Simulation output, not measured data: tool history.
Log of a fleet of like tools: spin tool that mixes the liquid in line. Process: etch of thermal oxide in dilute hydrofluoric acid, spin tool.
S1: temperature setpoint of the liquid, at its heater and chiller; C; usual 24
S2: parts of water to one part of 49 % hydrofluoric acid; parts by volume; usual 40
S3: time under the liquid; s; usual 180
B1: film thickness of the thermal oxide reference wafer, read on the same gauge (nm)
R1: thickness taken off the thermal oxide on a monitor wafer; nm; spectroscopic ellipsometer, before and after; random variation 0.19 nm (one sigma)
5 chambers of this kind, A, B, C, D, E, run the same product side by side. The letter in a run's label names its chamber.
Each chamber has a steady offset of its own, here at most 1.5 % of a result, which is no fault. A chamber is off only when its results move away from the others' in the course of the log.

Run 1D, day 0.204: usual settings; B1 70. Result: R1 22.535 nm.
Run 2C, day 0.562: usual settings; B1 69.999. Result: R1 22.574 nm.
Run 3A, day 1.025: usual settings; B1 69.987. Result: R1 22.508 nm.
Run 4B, day 1.283: usual settings; B1 70.017. Result: R1 22.779 nm.
Run 5E, day 1.604: usual settings; B1 69.988. Result: R1 22.493 nm.
Run 6B, day 1.812: usual settings but S1 28 C; B1 69.99. Result: R1 26.779 nm.
Run 7E, day 2.154: usual settings but S1 28 C; B1 70.002. Result: R1 27.063 nm.
Run 8C, day 2.588: usual settings but S1 28 C; B1 69.989. Result: R1 25.96 nm.
Run 9D, day 2.85: usual settings but S1 28 C; B1 70.023. Result: R1 26.702 nm.
Run 10A, day 3.15: usual settings but S1 28 C; B1 70.002. Result: R1 27.081 nm.
Run 11E, day 3.496: usual settings; B1 70.018. Result: R1 22.843 nm.
Run 12B, day 3.875: usual settings; B1 69.989. Result: R1 22.229 nm.
Run 13D, day 4.154: usual settings; B1 70.009. Result: R1 22.853 nm.
Run 14A, day 4.375: usual settings but S2 55 parts by volume; B1 69.975. Result: R1 16.337 nm.
Run 15C, day 4.675: usual settings but S2 55 parts by volume; B1 69.993. Result: R1 15.977 nm.
Run 16E, day 5.017: usual settings but S2 55 parts by volume; B1 70.011. Result: R1 16.269 nm.
Run 17A, day 5.421: usual settings but S2 55 parts by volume; B1 70.021. Result: R1 16.299 nm.
Run 18B, day 5.658: usual settings but S2 55 parts by volume; B1 69.995. Result: R1 16.003 nm.
Run 19D, day 5.896: usual settings; B1 69.993. Result: R1 22.562 nm.
Run 20C, day 6.229: usual settings but S3 120 s; B1 69.993. Result: R1 15.106 nm.
Run 21E, day 6.546: usual settings but S3 120 s; B1 70.018. Result: R1 15.162 nm.
Run 22B, day 6.9: usual settings but S3 120 s; B1 69.999. Result: R1 15.002 nm.
Run 23A, day 7.246: usual settings but S3 120 s; B1 70. Result: R1 15.852 nm.
Run 24C, day 7.638: usual settings but S3 120 s; B1 70.008. Result: R1 14.854 nm.
Run 25D, day 7.933: usual settings; B1 69.995. Result: R1 22.638 nm.
Run 26E, day 8.35: usual settings; B1 69.994. Result: R1 22.633 nm.
Run 27C, day 8.729: usual settings; B1 70.023. Result: R1 22.08 nm.
Run 28B, day 9.121: usual settings; B1 69.998. Result: R1 22.014 nm.
Run 29D, day 9.488: usual settings; B1 70.001. Result: R1 22.783 nm.
Run 30A, day 9.942: usual settings but S2 45 parts by volume, S3 110 s; B1 69.99. Result: R1 13.203 nm.

Next, every chamber runs the same settings. What will each give?
Run 31A, day 10.275: usual settings but S3 285 s. Result: R1 ?.
Run 31B, day 10.275: usual settings but S3 285 s. Result: R1 ?.
Run 31C, day 10.275: usual settings but S3 285 s. Result: R1 ?.
Run 31D, day 10.275: usual settings but S3 285 s. Result: R1 ?.
Run 31E, day 10.275: usual settings but S3 285 s. Result: R1 ?.

run      R1
31A  39.481
31B  35.841
31C  35.538
31D  35.174
31E  36.137
